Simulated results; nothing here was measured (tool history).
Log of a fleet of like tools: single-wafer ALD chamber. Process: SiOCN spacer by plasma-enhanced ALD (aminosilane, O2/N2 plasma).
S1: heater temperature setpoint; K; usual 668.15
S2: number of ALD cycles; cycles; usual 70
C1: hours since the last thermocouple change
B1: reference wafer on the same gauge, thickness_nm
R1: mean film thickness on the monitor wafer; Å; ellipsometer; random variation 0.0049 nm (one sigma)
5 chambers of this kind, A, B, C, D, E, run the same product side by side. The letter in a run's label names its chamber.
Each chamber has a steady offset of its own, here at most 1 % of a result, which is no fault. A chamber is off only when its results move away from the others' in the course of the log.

{"run": "1C", "hour": 2.9, "S1": 668.15, "S2": 70, "C1": 876.3, "B1": 3.8294, "R1": 42.002}
{"run": "2A", "hour": 6.7, "S1": 668.15, "S2": 70, "C1": 527.2, "B1": 3.8292, "R1": 42.283}
{"run": "3E", "hour": 10.7, "S1": 668.15, "S2": 70, "C1": 408.2, "B1": 3.8281, "R1": 41.966}
{"run": "4B", "hour": 13.3, "S1": 668.15, "S2": 70, "C1": 1153.8, "B1": 3.8282, "R1": 42.168}
{"run": "5D", "hour": 16.3, "S1": 668.15, "S2": 70, "C1": 1413.7, "B1": 3.8285, "R1": 42.133}
{"run": "6A", "hour": 18.7, "S1": 668.15, "S2": 70, "C1": 539.2, "B1": 3.8263, "R1": 42.3}
{"run": "7D", "hour": 21.8, "S1": 656.15, "S2": 65, "C1": 1419.2, "B1": 3.8269, "R1": 39.158}
{"run": "8E", "hour": 24.2, "S1": 656.15, "S2": 65, "C1": 421.7, "B1": 3.825, "R1": 38.82}
{"run": "9C", "hour": 26.4, "S1": 656.15, "S2": 65, "C1": 899.8, "B1": 3.8254, "R1": 39.036}
{"run": "10B", "hour": 29.9, "S1": 656.15, "S2": 65, "C1": 1170.4, "B1": 3.8248, "R1": 39.129}
{"run": "11B", "hour": 33.2, "S1": 656.15, "S2": 65, "C1": 1173.7, "B1": 3.824, "R1": 39.032}
{"run": "12D", "hour": 37.4, "S1": 668.15, "S2": 70, "C1": 1434.8, "B1": 3.8234, "R1": 42.013}
{"run": "13E", "hour": 40.2, "S1": 668.15, "S2": 70, "C1": 437.7, "B1": 3.8236, "R1": 41.82}
{"run": "14A", "hour": 43.6, "S1": 668.15, "S2": 70, "C1": 564.1, "B1": 3.8235, "R1": 42.18}
{"run": "15C", "hour": 47.4, "S1": 668.15, "S2": 70, "C1": 920.8, "B1": 3.8234, "R1": 42.011}
{"run": "16A", "hour": 50.2, "S1": 668.15, "S2": 70, "C1": 570.7, "B1": 3.8217, "R1": 42.143}
{"run": "17E", "hour": 52.4, "S1": 668.15, "S2": 70, "C1": 449.9, "B1": 3.821, "R1": 41.883}
{"run": "18C", "hour": 54.3, "S1": 654.15, "S2": 70, "C1": 927.7, "B1": 3.8214, "R1": 41.911}
{"run": "19D", "hour": 57.1, "S1": 654.15, "S2": 70, "C1": 1454.5, "B1": 3.8218, "R1": 42.193}
{"run": "20B", "hour": 59.3, "S1": 654.15, "S2": 70, "C1": 1199.8, "B1": 3.821, "R1": 42.049}
{"run": "21A", "hour": 62.2, "S1": 654.15, "S2": 70, "C1": 582.7, "B1": 3.8198, "R1": 42.184}
{"run": "22D", "hour": 64.8, "S1": 654.15, "S2": 70, "C1": 1462.2, "B1": 3.8192, "R1": 42.091}
{"run": "23B", "hour": 68.9, "S1": 668.15, "S2": 70, "C1": 1209.4, "B1": 3.8186, "R1": 42.03}
{"run": "24C", "hour": 72.6, "S1": 668.15, "S2": 70, "C1": 946, "B1": 3.8174, "R1": 41.868}
{"run": "25E", "hour": 75.5, "S1": 668.15, "S2": 70, "C1": 473, "B1": 3.8164, "R1": 41.833}
{"run": "26A", "hour": 77.4, "S1": 668.15, "S2": 70, "C1": 597.9, "B1": 3.8176, "R1": 42.203}
{"run": "27E", "hour": 80.8, "S1": 668.15, "S2": 70, "C1": 478.3, "B1": 3.8166, "R1": 41.86}
{"run": "28B", "hour": 83.8, "S1": 668.15, "S2": 70, "C1": 1224.3, "B1": 3.816, "R1": 42.009}
{"run": "29D", "hour": 86.5, "S1": 668.15, "S2": 70, "C1": 1483.9, "B1": 3.8148, "R1": 42.045}
{"run": "30C", "hour": 90.2, "S1": 674.15, "S2": 77, "C1": 963.6, "B1": 3.8154, "R1": 45.904}
{"run": "31C", "hour": 93.1, "S1": 674.15, "S2": 77, "C1": 966.5, "B1": 3.8144, "R1": 45.919}
{"run": "32E", "hour": 95.2, "S1": 674.15, "S2": 77, "C1": 492.7, "B1": 3.8137, "R1": 45.482}
{"run": "33D", "hour": 97.9, "S1": 674.15, "S2": 77, "C1": 1495.3, "B1": 3.8129, "R1": 45.587}
{"run": "34B", "hour": 100.9, "S1": 674.15, "S2": 77, "C1": 1241.4, "B1": 3.8124, "R1": 45.709}
{"run": "35A", "hour": 103.8, "S1": 668.15, "S2": 70, "C1": 624.3, "B1": 3.8136, "R1": 42.073}
{"run": "36D", "hour": 106.2, "S1": 679.15, "S2": 78, "C1": 1503.6, "B1": 3.8136, "R1": 45.506}

What goes on in this fleet: one chamber off, a drifting gauge, or nothing beyond the chambers' own small offsets? Name the chamber and the cause, if any.

The gauge drifts, so all chambers seem to drift together. No chamber is off.
Cause: gauge reads low (%) = 0.476.
